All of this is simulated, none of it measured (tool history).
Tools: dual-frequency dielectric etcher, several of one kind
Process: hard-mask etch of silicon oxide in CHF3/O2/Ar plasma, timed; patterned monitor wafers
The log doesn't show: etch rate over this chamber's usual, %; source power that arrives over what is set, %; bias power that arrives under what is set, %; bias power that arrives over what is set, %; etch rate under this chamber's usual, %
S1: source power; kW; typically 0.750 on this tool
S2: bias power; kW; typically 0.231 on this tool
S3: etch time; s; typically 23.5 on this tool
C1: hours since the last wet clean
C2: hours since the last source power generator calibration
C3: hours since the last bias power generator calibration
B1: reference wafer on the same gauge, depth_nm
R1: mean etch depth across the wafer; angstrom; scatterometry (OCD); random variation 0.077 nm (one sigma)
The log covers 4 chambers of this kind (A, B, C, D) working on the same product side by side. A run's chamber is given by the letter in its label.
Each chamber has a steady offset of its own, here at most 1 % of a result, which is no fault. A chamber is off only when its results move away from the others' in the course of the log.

run,hour,S1,S2,S3,C1,C2,C3,B1,R1
1D,7.0,0.750,0.231,23.5,274.4,848.7,3763.3,55.795,549.32
2A,12.8,0.750,0.231,23.5,440.2,1548.6,463.8,55.786,554.84
3C,18.9,0.750,0.231,23.5,496.6,2741.1,1057.4,55.793,551.85
4B,29.6,0.750,0.231,23.5,333.0,788.5,857.5,55.795,546.44
# hour 34.6: chamber A: wet clean of the chamber
5C,40.6,0.750,0.231,23.5,518.3,2762.8,1079.1,55.748,551.84
6A,52.4,0.750,0.231,23.5,17.9,1588.2,503.4,55.752,553.26
7B,61.4,0.750,0.231,23.5,364.8,820.3,889.3,55.756,546.76
8D,67.3,0.750,0.231,23.5,334.7,909.0,3823.6,55.735,549.43
9B,78.0,0.750,0.231,23.5,381.4,836.9,905.9,55.702,545.09
10D,89.7,0.750,0.231,23.5,357.1,931.4,3846.0,55.702,549.33
11A,100.7,0.750,0.231,23.5,66.2,1636.5,551.7,55.697,554.39
12C,111.7,0.750,0.231,23.5,589.4,2833.9,1150.2,55.699,551.52
13D,123.6,0.750,0.231,23.5,391.0,965.3,3879.9,55.693,550.31
# hour 123.9: chamber D: wet clean of the chamber
# hour 125.7: chamber C: wet clean of the chamber
14C,136.4,0.750,0.231,23.5,10.8,2858.6,1174.9,55.664,551.33
15B,149.4,0.750,0.231,23.5,452.8,908.3,977.3,55.666,545.34
# hour 150.9: chamber B: wet clean of the chamber
16A,158.9,0.750,0.231,23.5,124.4,1694.7,609.9,55.653,551.55
17D,167.8,0.750,0.231,23.5,44.0,1009.5,3924.1,55.652,549.02
18B,180.0,0.750,0.231,23.5,29.2,938.9,1007.9,55.616,545.10
19A,193.1,0.750,0.231,30.0,158.6,1728.9,644.1,55.612,705.58
20C,202.3,0.750,0.231,30.0,76.7,2924.5,1240.8,55.628,703.58
21D,215.2,0.750,0.231,30.0,91.4,1056.9,3971.5,55.620,700.19
# hour 218.2: chamber D: bias power generator calibrated
22A,227.4,0.750,0.231,30.0,192.9,1763.2,678.4,55.599,702.12
23C,234.6,0.750,0.231,23.5,109.0,2956.8,1273.1,55.590,548.73
24B,244.0,0.750,0.231,23.5,93.2,1002.9,1071.9,55.595,545.33
25A,250.9,0.750,0.231,23.5,216.4,1786.7,701.9,55.588,551.83
26B,257.6,0.750,0.231,23.5,106.8,1016.5,1085.5,55.572,545.24
27C,264.2,0.750,0.231,23.5,138.6,2986.4,1302.7,55.559,548.75
28D,274.9,0.750,0.231,23.5,151.1,1116.6,56.7,55.546,547.72
29B,283.9,0.750,0.231,23.5,133.1,1042.8,1111.8,55.528,544.15
30A,290.5,0.900,0.270,23.5,256.0,1826.3,741.5,55.522,624.53
31D,301.4,0.900,0.270,23.5,177.6,1143.1,83.2,55.531,618.53
32C,311.5,0.900,0.270,23.5,185.9,3033.7,1350.0,55.510,622.32
33B,323.2,0.900,0.270,23.5,172.4,1082.1,1151.1,55.521,615.35
34D,334.0,0.750,0.231,23.5,210.2,1175.7,115.8,55.479,547.83
35C,341.7,0.890,0.231,21.5,216.1,3063.9,1380.2,55.501,534.94

Has any chamber moved away from the others, gradually or after a service, or does the common gauge drift, or do the chambers differ only by their own small steady offsets? State the chamber and the most likely cause if one applies.

No chamber is off; the gauge reading every chamber's wafers drifts, which makes the whole fleet appear to move together.
What lies behind it: gauge reads low (%) = 0.577.

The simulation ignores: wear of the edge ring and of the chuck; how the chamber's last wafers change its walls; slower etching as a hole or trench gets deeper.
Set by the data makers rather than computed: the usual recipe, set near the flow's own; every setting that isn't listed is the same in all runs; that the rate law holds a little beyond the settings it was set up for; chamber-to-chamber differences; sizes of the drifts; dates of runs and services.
